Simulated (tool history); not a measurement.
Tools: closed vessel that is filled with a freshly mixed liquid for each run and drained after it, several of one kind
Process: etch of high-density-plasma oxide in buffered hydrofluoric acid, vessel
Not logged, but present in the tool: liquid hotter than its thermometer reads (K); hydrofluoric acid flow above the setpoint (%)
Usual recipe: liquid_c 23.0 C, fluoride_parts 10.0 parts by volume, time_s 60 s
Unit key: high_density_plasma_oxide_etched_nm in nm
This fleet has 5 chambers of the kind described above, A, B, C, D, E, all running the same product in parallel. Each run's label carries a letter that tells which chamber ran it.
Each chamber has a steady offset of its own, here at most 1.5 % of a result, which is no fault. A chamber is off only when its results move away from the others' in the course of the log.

run   hour  liquid_c  fluoride_parts  time_s  hours since the thermometer was replaced  hours since the hydrofluoric acid flow meter was replaced  read-back film thickness of the high-density-plasma oxide reference wafer, read on the same gauge (nm)  high_density_plasma_oxide_etched_nm
 1C   12.0      23.0            10.0      60                                      29.8                                                     1089.7                                                                                                  139.99                               97.272
 2B   18.6      23.0            10.0      60                                    1004.9                                                      236.5                                                                                                  140.01                               96.541
 3D   32.7      23.0            10.0      60                                     320.2                                                      540.5                                                                                                  139.98                               98.845
      37.3  -- chamber A: thermometer replaced
 4A   39.8      23.0            10.0      60                                       2.5                                                      472.0                                                                                                  139.99                               97.435
 5E   47.6      23.0            10.0      60                                     344.7                                                      422.6                                                                                                  140.01                               96.608
      48.0  -- chamber A: hydrofluoric acid flow meter replaced
 6C   57.1      23.0            10.0      60                                      74.9                                                     1134.8                                                                                                  140.01                               96.349
 7A   70.8      23.0            10.0      60                                      33.5                                                       22.9                                                                                                  140.00                               96.250
 8E   85.0      23.0            10.0      60                                     382.1                                                      460.0                                                                                                  140.00                               95.728
 9B   95.4      23.0            10.0      60                                    1081.7                                                      313.3                                                                                                  140.01                               97.326
10D  107.7      23.0            10.0      60                                     395.2                                                      615.5                                                                                                  140.01                               98.569
11B  118.9      26.0            10.0      60                                    1105.2                                                      336.8                                                                                                  139.99                              112.010
12D  127.5      26.0            10.0      60                                     415.0                                                      635.3                                                                                                  140.02                              115.150
13A  134.4      26.0            10.0      60                                      97.1                                                       86.5                                                                                                  140.03                              114.230
14E  148.8      26.0            10.0      60                                     445.9                                                      523.8                                                                                                  139.97                              114.270
15C  157.2      26.0            10.0      60                                     175.0                                                     1234.9                                                                                                  140.02                              112.440
16D  166.3      23.0            10.0      60                                     453.8                                                      674.1                                                                                                  140.00                               99.510
17C  173.4      23.0            10.0      60                                     191.2                                                     1251.1                                                                                                  140.00                               95.652
18B  184.9      23.0            10.0      60                                    1171.2                                                      402.8                                                                                                  140.00                               95.761
19E  195.7      20.5            10.0      40                                     492.8                                                      570.7                                                                                                  140.01                               56.476
20A  209.7      20.5            10.0      40                                     172.4                                                      161.8                                                                                                  140.04                               56.610
     216.5  -- chamber E: hydrofluoric acid flow meter replaced
21D  220.8      20.5            10.0      40                                     508.3                                                      728.6                                                                                                  140.00                               57.175
22C  234.8      20.5            10.0      40                                     252.6                                                     1312.5                                                                                                  140.00                               56.087
23A  247.6      20.5            10.0      40                                     210.3                                                      199.7                                                                                                  140.03                               55.660
24B  261.6      23.0            10.0      60                                    1247.9                                                      479.5                                                                                                  139.99                               98.186
25E  268.6      23.0            10.0      60                                     565.7                                                       52.2                                                                                                  139.98                               96.119
26D  279.7      23.0            10.0      60                                     567.2                                                      787.5                                                                                                  139.99                               99.225
27B  287.8      23.0            10.0      60                                    1274.1                                                      505.7                                                                                                  140.01                               98.178
28A  299.1      23.0            10.0      60                                     261.8                                                      251.2                                                                                                  140.02                               96.517
29C  308.8      23.0            10.0      60                                     326.6                                                     1386.5                                                                                                  140.00                               95.896
30E  321.1      25.5             8.5      60                                     618.2                                                      104.7                                                                                                  140.02                              126.820
31A  329.7      25.5             8.5      60                                     292.4                                                      281.8                                                                                                  140.00                              128.530
     335.5  -- chamber D: hydrofluoric acid flow meter replaced
32D  342.7      25.5             8.5      60                                     630.2                                                        7.3                                                                                                  140.00                              126.040
33E  355.3      25.5             8.5      60                                     652.4                                                      138.9                                                                                                  140.02                              126.230
34B  362.3      25.5             8.5      60                                    1348.6                                                      580.2                                                                                                  139.99                              135.000
35C  370.8      23.0            10.0      60                                     388.6                                                     1448.5                                                                                                  140.02                               96.667
36D  382.5      23.0            10.0      60                                     670.0                                                       47.1                                                                                                  139.99                               99.233
37A  392.8      23.0            10.0      60                                     355.5                                                      344.9                                                                                                  139.99                               96.836
38E  405.2      23.0            10.0      60                                     702.3                                                      188.8                                                                                                  139.98                               96.461
39B  414.5      23.0            10.0      60                                    1400.8                                                      632.4                                                                                                  139.99                              103.320
40C  424.0      21.0            10.0      80                                     441.8                                                     1501.7                                                                                                  140.02                              116.400
41A  430.8      21.0            10.0      80                                     393.5                                                      382.9                                                                                                  140.02                              115.680
42C  442.2      21.0            10.0      80                                     460.0                                                     1519.9                                                                                                  140.01                              114.990
43E  455.1      21.0            10.0      80                                     752.2                                                      238.7                                                                                                  139.99                              115.090
44B  468.8      21.0            10.0      80                                    1455.1                                                      686.7                                                                                                  140.02                              129.510

Next, all 5 chambers run the settings below, one line each with question marks for the results. What does each chamber give?
45A  479.4      23.0            13.5      60                                                                                                                                                                                                                                                 ?
45B  479.4      23.0            13.5      60                                                                                                                                                                                                                                                 ?
45C  479.4      23.0            13.5      60                                                                                                                                                                                                                                                 ?
45D  479.4      23.0            13.5      60                                                                                                                                                                                                                                                 ?
45E  479.4      23.0            13.5      60                                                                                                                                                                                                                                                 ?

run  high_density_plasma_oxide_etched_nm
45A                               72.406
45B                               81.016
45C                               71.694
45D                               73.100
45E                               71.195
